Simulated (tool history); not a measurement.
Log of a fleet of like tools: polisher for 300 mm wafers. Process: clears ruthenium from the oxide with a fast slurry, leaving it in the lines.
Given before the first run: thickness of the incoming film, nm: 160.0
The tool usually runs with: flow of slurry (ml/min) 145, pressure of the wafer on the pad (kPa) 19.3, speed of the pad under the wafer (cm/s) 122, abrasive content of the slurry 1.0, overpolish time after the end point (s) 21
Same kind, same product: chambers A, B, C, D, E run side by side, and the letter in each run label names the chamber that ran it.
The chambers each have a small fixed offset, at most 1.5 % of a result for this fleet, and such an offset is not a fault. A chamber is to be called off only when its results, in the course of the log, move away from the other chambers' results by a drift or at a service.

run	hour	flow of slurry (ml/min)	pressure of the wafer on the pad (kPa)	speed of the pad under the wafer (cm/s)	abrasive content of the slurry	overpolish time after the end point (s)	wafers polished on this pad	hours since the slurry nozzle was cleaned	hours since the head pressure was calibrated	hours since the slurry blender was calibrated	time until the end point was called (s)	dishing of a wide line in a test structure (Å)
1C	2.2	145	19.3	122	1.0	21	281	356.8	347.7	100.1	30.991	813.49
2E	6.4	145	19.3	122	1.0	21	132	525.3	297.8	143.8	31.096	842.87
3B	11.1	145	19.3	122	1.0	21	419	309.8	629.3	108.3	31.137	817.15
# hour 11.3: chamber A: head pressure recalibrated
4D	14.4	145	19.3	122	1.0	21	841	395.5	373.1	89.7	30.763	845.27
5A	18.1	145	19.3	122	1.0	21	842	18.7	6.8	114.9	31.245	833.19
6A	22.7	145	19.3	122	1.0	21	879	23.3	11.4	119.5	31.058	803.55
# hour 26.6: chamber C: worn pad replaced by a new one
7D	26.6	145	19.3	122	1.0	21	938	407.7	385.3	101.9	30.854	835.00
8E	28.9	145	19.3	122	1.0	21	311	547.8	320.3	166.3	30.237	830.39
9C	33.4	145	19.3	122	1.0	21	54	388.0	378.9	131.3	30.623	847.43
10B	38.2	145	19.3	122	1.0	21	635	336.9	656.4	135.4	31.402	825.87
11B	41.0	145	19.3	122	1.0	21	657	339.7	659.2	138.2	31.703	807.04
# hour 42.3: chamber B: worn pad replaced by a new one
# hour 43.2: chamber A: worn pad replaced by a new one
12C	44.0	165	19.3	88	1.0	21	138	398.6	389.5	141.9	41.939	632.99
13A	47.5	165	19.3	88	1.0	21	34	48.1	36.2	144.3	40.772	631.57
14D	49.9	165	19.3	88	1.0	21	1123	431.0	408.6	125.2	41.880	632.29
15E	52.7	165	19.3	88	1.0	21	501	571.6	344.1	190.1	41.826	635.53
16D	55.9	165	19.3	88	1.0	21	1171	437.0	414.6	131.2	41.883	643.49
17E	58.9	145	19.3	122	1.0	21	550	577.8	350.3	196.3	30.884	829.19
18C	61.3	145	19.3	122	1.0	21	276	415.9	406.8	159.2	31.156	809.40
19A	63.9	145	19.3	90	0.8	21	164	64.5	52.6	160.7	46.824	593.91
20B	66.2	145	19.3	90	0.8	21	190	364.9	684.4	163.4	46.690	568.86
21E	70.2	145	19.3	90	0.8	21	640	589.1	361.6	207.6	46.703	572.63
# hour 71.4: chamber D: worn pad replaced by a new one
# hour 73.3: chamber E: head pressure recalibrated
22D	75.0	145	19.3	90	0.8	21	28	456.1	433.7	150.3	45.205	594.38
23C	79.0	145	19.3	90	0.8	21	417	433.6	424.5	176.9	46.336	588.94
24A	83.7	190	19.3	122	1.0	13	322	84.3	72.4	180.5	30.402	593.75
25B	86.7	190	19.3	122	1.0	13	353	385.4	704.9	183.9	30.388	565.55
26A	90.3	190	19.3	122	1.0	13	374	90.9	79.0	187.1	29.277	568.94
# hour 91.1: chamber E: worn pad replaced by a new one
# hour 92.2: chamber C: worn pad replaced by a new one
27C	94.0	190	19.3	122	1.0	13	14	448.6	439.5	191.9	29.487	574.57
28B	97.2	190	19.3	122	1.0	13	437	395.9	715.4	194.4	30.410	559.35
29E	102.1	145	19.3	122	1.0	21	88	621.0	28.8	239.5	27.575	885.94
30D	104.4	185	19.3	122	1.0	21	262	485.5	463.1	179.7	29.123	827.63
31A	107.5	185	19.3	122	1.0	21	511	108.1	96.2	204.3	28.876	868.76
32E	110.8	185	19.3	122	1.0	21	157	629.7	37.5	248.2	26.544	957.18
33B	114.5	185	19.3	122	1.0	21	574	413.2	732.7	211.7	30.134	818.28
34C	117.5	185	19.3	122	1.0	21	201	472.1	463.0	215.4	29.559	861.87
35D	120.3	145	19.3	94	1.0	28	388	501.4	479.0	195.6	40.267	816.99
36C	123.9	145	19.3	94	1.0	28	252	478.5	469.4	221.8	40.264	819.15
37E	126.6	145	19.3	94	1.0	28	282	645.5	53.3	264.0	35.353	918.23
38A	129.5	145	19.3	94	1.0	28	686	130.1	118.2	226.3	40.108	863.72
# hour 132.1: chamber D: head pressure recalibrated
39D	132.1	145	19.3	94	1.0	28	482	513.2	0.1	207.4	39.960	845.49
# hour 134.2: chamber B: worn pad replaced by a new one
40B	135.5	145	19.3	122	1.0	21	10	434.2	753.7	232.7	31.757	811.49
41D	138.5	195	19.3	104	1.0	21	533	519.6	6.5	213.8	34.744	773.24
42B	142.4	195	19.3	104	1.0	21	65	441.1	760.6	239.6	35.598	763.35
43C	147.3	195	19.3	104	1.0	21	438	501.9	492.8	245.2	34.235	787.62

What goes on in this fleet: one chamber off, a drifting gauge, or nothing beyond the chambers' own small offsets? Name the chamber and the cause, if any.

Chamber E has stood off from the others ever since a service on it.
What lies behind it: head's pressure above its setpoint, % = 11.8.

Chamber E could run next with any of the 4 candidate recipes listed below; each alters the usual settings, and their results appear as question marks. Which one brings its results back in line with what the other chambers deliver on the usual settings?
Maximum distance from the other chambers' mean on the usual settings for a result to count as in line: time until the end point was called (s) 1.600; dishing of a wide line in a test structure (Å) 55.00
44E-1	150.8	145	20.7	128	1.0	21					?	?
44E-2	150.8	145	19.3	120	1.0	21					?	?
44E-3	150.8	145	17.9	116	1.0	21					?	?
44E-4	150.8	145	19.3	124	1.0	21					?	?

Mean of the other chambers on the usual settings: time until the end point was called (s) 30.959; dishing of a wide line in a test structure (Å) 822.01
run	time until the end point was called (s)	dishing of a wide line in a test structure (Å)
44E-1	24.461	988.54
44E-2	27.922	890.07
44E-3	31.081	815.67
44E-4	27.034	913.47
With 44E-3, the chamber falls back in line with the rest.
